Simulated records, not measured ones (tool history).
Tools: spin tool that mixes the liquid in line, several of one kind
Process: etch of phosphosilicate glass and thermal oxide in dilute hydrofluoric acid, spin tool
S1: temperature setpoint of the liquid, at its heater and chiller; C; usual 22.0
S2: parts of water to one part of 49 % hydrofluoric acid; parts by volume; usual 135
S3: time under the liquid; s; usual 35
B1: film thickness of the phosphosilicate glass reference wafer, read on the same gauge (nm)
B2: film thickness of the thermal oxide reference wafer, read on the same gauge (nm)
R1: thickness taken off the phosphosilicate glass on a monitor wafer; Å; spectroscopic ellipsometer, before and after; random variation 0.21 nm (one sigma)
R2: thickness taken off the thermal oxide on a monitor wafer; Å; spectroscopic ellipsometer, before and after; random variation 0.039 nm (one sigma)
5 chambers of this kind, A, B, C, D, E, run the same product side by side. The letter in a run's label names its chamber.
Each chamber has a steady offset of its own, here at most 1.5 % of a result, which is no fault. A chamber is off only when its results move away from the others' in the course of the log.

{"hour": 3.4, "done": "chamber B: hydrofluoric acid flow meter replaced"}
{"run": "1D", "hour": 6.8, "S1": 22.0, "S2": 135, "S3": 35, "B1": 120.0, "B2": 69.937, "R1": 300.16, "R2": 10.18}
{"run": "2E", "hour": 14.6, "S1": 22.0, "S2": 135, "S3": 35, "B1": 120.02, "B2": 69.997, "R1": 305.23, "R2": 9.6588}
{"run": "3C", "hour": 19.4, "S1": 22.0, "S2": 135, "S3": 35, "B1": 120.0, "B2": 70.017, "R1": 301.96, "R2": 10.297}
{"run": "4B", "hour": 23.9, "S1": 22.0, "S2": 135, "S3": 35, "B1": 120.01, "B2": 69.973, "R1": 303.18, "R2": 10.129}
{"run": "5A", "hour": 31.6, "S1": 22.0, "S2": 135, "S3": 35, "B1": 119.98, "B2": 69.967, "R1": 299.69, "R2": 10.404}
{"run": "6C", "hour": 36.2, "S1": 22.0, "S2": 200, "S3": 50, "B1": 120.01, "B2": 69.987, "R1": 270.29, "R2": 8.9984}
{"run": "7A", "hour": 41.5, "S1": 22.0, "S2": 200, "S3": 50, "B1": 120.01, "B2": 69.996, "R1": 267.42, "R2": 9.5464}
{"run": "8E", "hour": 47.1, "S1": 22.0, "S2": 200, "S3": 50, "B1": 119.99, "B2": 69.988, "R1": 275.23, "R2": 9.1606}
{"run": "9D", "hour": 54.5, "S1": 22.0, "S2": 200, "S3": 50, "B1": 119.99, "B2": 70.012, "R1": 270.49, "R2": 8.7351}
{"run": "10B", "hour": 63.4, "S1": 22.0, "S2": 200, "S3": 50, "B1": 120.01, "B2": 69.995, "R1": 271.82, "R2": 9.6868}
{"hour": 64.7, "done": "chamber C: hydrofluoric acid flow meter replaced"}
{"run": "11B", "hour": 72.0, "S1": 22.0, "S2": 135, "S3": 35, "B1": 119.99, "B2": 69.987, "R1": 302.04, "R2": 10.623}
{"run": "12A", "hour": 78.1, "S1": 17.5, "S2": 135, "S3": 20, "B1": 120.01, "B2": 69.991, "R1": 142.82, "R2": 5.0358}
{"run": "13C", "hour": 86.5, "S1": 17.5, "S2": 135, "S3": 20, "B1": 119.99, "B2": 70.002, "R1": 142.15, "R2": 4.9212}
{"run": "14D", "hour": 94.9, "S1": 17.5, "S2": 135, "S3": 20, "B1": 119.99, "B2": 69.994, "R1": 144.91, "R2": 4.764}
{"run": "15E", "hour": 103.5, "S1": 17.5, "S2": 135, "S3": 20, "B1": 120.01, "B2": 70.026, "R1": 143.01, "R2": 5.0626}
{"run": "16B", "hour": 108.3, "S1": 17.5, "S2": 135, "S3": 20, "B1": 120.0, "B2": 69.999, "R1": 144.78, "R2": 4.8891}
{"run": "17C", "hour": 114.1, "S1": 22.0, "S2": 135, "S3": 35, "B1": 120.01, "B2": 70.012, "R1": 303.14, "R2": 10.63}
{"run": "18E", "hour": 118.0, "S1": 22.0, "S2": 135, "S3": 35, "B1": 119.98, "B2": 70.039, "R1": 305.87, "R2": 10.549}
{"run": "19D", "hour": 124.9, "S1": 22.0, "S2": 135, "S3": 35, "B1": 120.0, "B2": 70.009, "R1": 302.01, "R2": 10.363}
{"run": "20A", "hour": 129.6, "S1": 22.0, "S2": 135, "S3": 35, "B1": 120.02, "B2": 70.036, "R1": 294.0, "R2": 9.7058}
{"run": "21D", "hour": 136.6, "S1": 22.0, "S2": 135, "S3": 35, "B1": 119.98, "B2": 70.001, "R1": 296.89, "R2": 10.7}
{"run": "22C", "hour": 141.9, "S1": 20.0, "S2": 135, "S3": 50, "B1": 120.0, "B2": 70.032, "R1": 401.13, "R2": 14.119}
{"run": "23A", "hour": 146.4, "S1": 20.0, "S2": 135, "S3": 50, "B1": 120.02, "B2": 70.002, "R1": 389.06, "R2": 13.556}
{"run": "24B", "hour": 154.4, "S1": 20.0, "S2": 135, "S3": 50, "B1": 120.0, "B2": 69.988, "R1": 401.8, "R2": 13.117}
{"run": "25E", "hour": 162.5, "S1": 20.0, "S2": 135, "S3": 50, "B1": 120.03, "B2": 69.985, "R1": 402.94, "R2": 13.493}
{"run": "26B", "hour": 169.8, "S1": 20.0, "S2": 135, "S3": 50, "B1": 120.01, "B2": 70.035, "R1": 393.8, "R2": 14.82}
{"run": "27A", "hour": 177.0, "S1": 22.0, "S2": 135, "S3": 35, "B1": 119.98, "B2": 70.004, "R1": 294.86, "R2": 10.291}
{"run": "28C", "hour": 182.8, "S1": 22.0, "S2": 135, "S3": 35, "B1": 120.0, "B2": 69.964, "R1": 302.36, "R2": 10.092}
{"run": "29E", "hour": 187.0, "S1": 22.0, "S2": 135, "S3": 50, "B1": 119.99, "B2": 69.97, "R1": 435.05, "R2": 15.024}
{"run": "30D", "hour": 192.1, "S1": 22.0, "S2": 135, "S3": 50, "B1": 120.02, "B2": 69.984, "R1": 430.64, "R2": 14.384}

All 5 chambers run these settings next. Forecast each chamber's results:
{"run": "31A", "hour": 198.4, "S1": 22.0, "S2": 135, "S3": 35, "R1": "?", "R2": "?"}
{"run": "31B", "hour": 198.4, "S1": 22.0, "S2": 135, "S3": 35, "R1": "?", "R2": "?"}
{"run": "31C", "hour": 198.4, "S1": 22.0, "S2": 135, "S3": 35, "R1": "?", "R2": "?"}
{"run": "31D", "hour": 198.4, "S1": 22.0, "S2": 135, "S3": 35, "R1": "?", "R2": "?"}
{"run": "31E", "hour": 198.4, "S1": 22.0, "S2": 135, "S3": 35, "R1": "?", "R2": "?"}

run=31A R1=295.78 R2=9.2701
run=31B R1=301.89 R2=9.8201
run=31C R1=298.48 R2=9.7398
run=31D R1=303.28 R2=10.3020
run=31E R1=302.64 R2=10.1500
